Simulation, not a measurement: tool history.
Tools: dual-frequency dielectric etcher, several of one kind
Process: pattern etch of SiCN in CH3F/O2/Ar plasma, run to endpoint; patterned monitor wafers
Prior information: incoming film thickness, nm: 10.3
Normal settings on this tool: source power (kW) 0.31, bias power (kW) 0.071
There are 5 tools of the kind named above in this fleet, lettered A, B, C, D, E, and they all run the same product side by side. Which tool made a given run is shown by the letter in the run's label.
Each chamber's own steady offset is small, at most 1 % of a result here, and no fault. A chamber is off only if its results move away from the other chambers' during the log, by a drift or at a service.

-- hour=6.7 chamber B: source power generator calibrated
run 1A hour=7.8 | source_power_(kW)=0.31 bias_power_(kW)=0.071 | endpoint_time_(s)=30.55
run 2B hour=23 | source_power_(kW)=0.31 bias_power_(kW)=0.071 | endpoint_time_(s)=30.356
-- hour=31.6 chamber B: wet clean of the chamber
run 3C hour=38.9 | source_power_(kW)=0.31 bias_power_(kW)=0.071 | endpoint_time_(s)=30.1
run 4E hour=53.8 | source_power_(kW)=0.31 bias_power_(kW)=0.071 | endpoint_time_(s)=30.589
run 5D hour=63.2 | source_power_(kW)=0.31 bias_power_(kW)=0.071 | endpoint_time_(s)=30.158
run 6C hour=71.4 | source_power_(kW)=0.31 bias_power_(kW)=0.071 | endpoint_time_(s)=30.07
run 7A hour=86.5 | source_power_(kW)=0.31 bias_power_(kW)=0.071 | endpoint_time_(s)=30.656
run 8E hour=95.7 | source_power_(kW)=0.31 bias_power_(kW)=0.071 | endpoint_time_(s)=30.394
run 9B hour=107.5 | source_power_(kW)=0.27 bias_power_(kW)=0.084 | endpoint_time_(s)=29.77
run 10D hour=119.7 | source_power_(kW)=0.27 bias_power_(kW)=0.084 | endpoint_time_(s)=30.119
run 11B hour=131.6 | source_power_(kW)=0.27 bias_power_(kW)=0.084 | endpoint_time_(s)=29.906
run 12D hour=143.1 | source_power_(kW)=0.27 bias_power_(kW)=0.084 | endpoint_time_(s)=29.873
-- hour=146.1 chamber A: wet clean of the chamber
run 13C hour=154.4 | source_power_(kW)=0.27 bias_power_(kW)=0.084 | endpoint_time_(s)=30.018
run 14A hour=163 | source_power_(kW)=0.31 bias_power_(kW)=0.071 | endpoint_time_(s)=30.549
run 15E hour=170.4 | source_power_(kW)=0.31 bias_power_(kW)=0.071 | endpoint_time_(s)=30.256
run 16A hour=183 | source_power_(kW)=0.31 bias_power_(kW)=0.071 | endpoint_time_(s)=30.526
run 17B hour=198.1 | source_power_(kW)=0.31 bias_power_(kW)=0.071 | endpoint_time_(s)=30.312
-- hour=199.6 chamber E: wet clean of the chamber
run 18E hour=208.3 | source_power_(kW)=0.31 bias_power_(kW)=0.071 | endpoint_time_(s)=30.304
run 19D hour=216 | source_power_(kW)=0.31 bias_power_(kW)=0.071 | endpoint_time_(s)=30.554
run 20C hour=225.7 | source_power_(kW)=0.31 bias_power_(kW)=0.071 | endpoint_time_(s)=30.391
run 21B hour=237.3 | source_power_(kW)=0.31 bias_power_(kW)=0.071 | endpoint_time_(s)=30.182
run 22E hour=249.9 | source_power_(kW)=0.31 bias_power_(kW)=0.071 | endpoint_time_(s)=30.363
run 23D hour=265.4 | source_power_(kW)=0.31 bias_power_(kW)=0.071 | endpoint_time_(s)=30.362
run 24A hour=278.4 | source_power_(kW)=0.31 bias_power_(kW)=0.071 | endpoint_time_(s)=30.754
run 25C hour=291.7 | source_power_(kW)=0.28 bias_power_(kW)=0.071 | endpoint_time_(s)=31.383
run 26E hour=306.1 | source_power_(kW)=0.28 bias_power_(kW)=0.071 | endpoint_time_(s)=31.394
run 27A hour=317.5 | source_power_(kW)=0.28 bias_power_(kW)=0.071 | endpoint_time_(s)=31.743
run 28B hour=331 | source_power_(kW)=0.28 bias_power_(kW)=0.071 | endpoint_time_(s)=31.449
run 29C hour=341.3 | source_power_(kW)=0.28 bias_power_(kW)=0.071 | endpoint_time_(s)=31.412
run 30D hour=353.4 | source_power_(kW)=0.31 bias_power_(kW)=0.071 | endpoint_time_(s)=30.118
-- hour=357.5 chamber D: wet clean of the chamber
run 31C hour=362.5 | source_power_(kW)=0.31 bias_power_(kW)=0.071 | endpoint_time_(s)=29.995
run 32B hour=372.6 | source_power_(kW)=0.31 bias_power_(kW)=0.071 | endpoint_time_(s)=30.354
run 33D hour=381.6 | source_power_(kW)=0.31 bias_power_(kW)=0.071 | endpoint_time_(s)=30.558
run 34E hour=395.1 | source_power_(kW)=0.31 bias_power_(kW)=0.071 | endpoint_time_(s)=30.406
run 35A hour=410.2 | source_power_(kW)=0.31 bias_power_(kW)=0.071 | endpoint_time_(s)=30.576
run 36E hour=420.8 | source_power_(kW)=0.31 bias_power_(kW)=0.071 | endpoint_time_(s)=30.435
run 37D hour=436.9 | source_power_(kW)=0.31 bias_power_(kW)=0.071 | endpoint_time_(s)=30.439
run 38A hour=445.1 | source_power_(kW)=0.31 bias_power_(kW)=0.071 | endpoint_time_(s)=30.628
run 39B hour=454.5 | source_power_(kW)=0.31 bias_power_(kW)=0.071 | endpoint_time_(s)=30.419
run 40C hour=462.9 | source_power_(kW)=0.31 bias_power_(kW)=0.071 | endpoint_time_(s)=29.928
run 41E hour=477 | source_power_(kW)=0.31 bias_power_(kW)=0.071 | endpoint_time_(s)=30.444

For the next run the whole fleet of 5 chambers uses the same settings. Give each chamber's results:
run 42A hour=488.6 | source_power_(kW)=0.37 bias_power_(kW)=0.071 | endpoint_time_(s)=?
run 42B hour=488.6 | source_power_(kW)=0.37 bias_power_(kW)=0.071 | endpoint_time_(s)=?
run 42C hour=488.6 | source_power_(kW)=0.37 bias_power_(kW)=0.071 | endpoint_time_(s)=?
run 42D hour=488.6 | source_power_(kW)=0.37 bias_power_(kW)=0.071 | endpoint_time_(s)=?
run 42E hour=488.6 | source_power_(kW)=0.37 bias_power_(kW)=0.071 | endpoint_time_(s)=?

run=42A endpoint_time_(s)=28.803
run=42B endpoint_time_(s)=28.51
run=42C endpoint_time_(s)=27.966
run=42D endpoint_time_(s)=28.293
run=42E endpoint_time_(s)=28.24

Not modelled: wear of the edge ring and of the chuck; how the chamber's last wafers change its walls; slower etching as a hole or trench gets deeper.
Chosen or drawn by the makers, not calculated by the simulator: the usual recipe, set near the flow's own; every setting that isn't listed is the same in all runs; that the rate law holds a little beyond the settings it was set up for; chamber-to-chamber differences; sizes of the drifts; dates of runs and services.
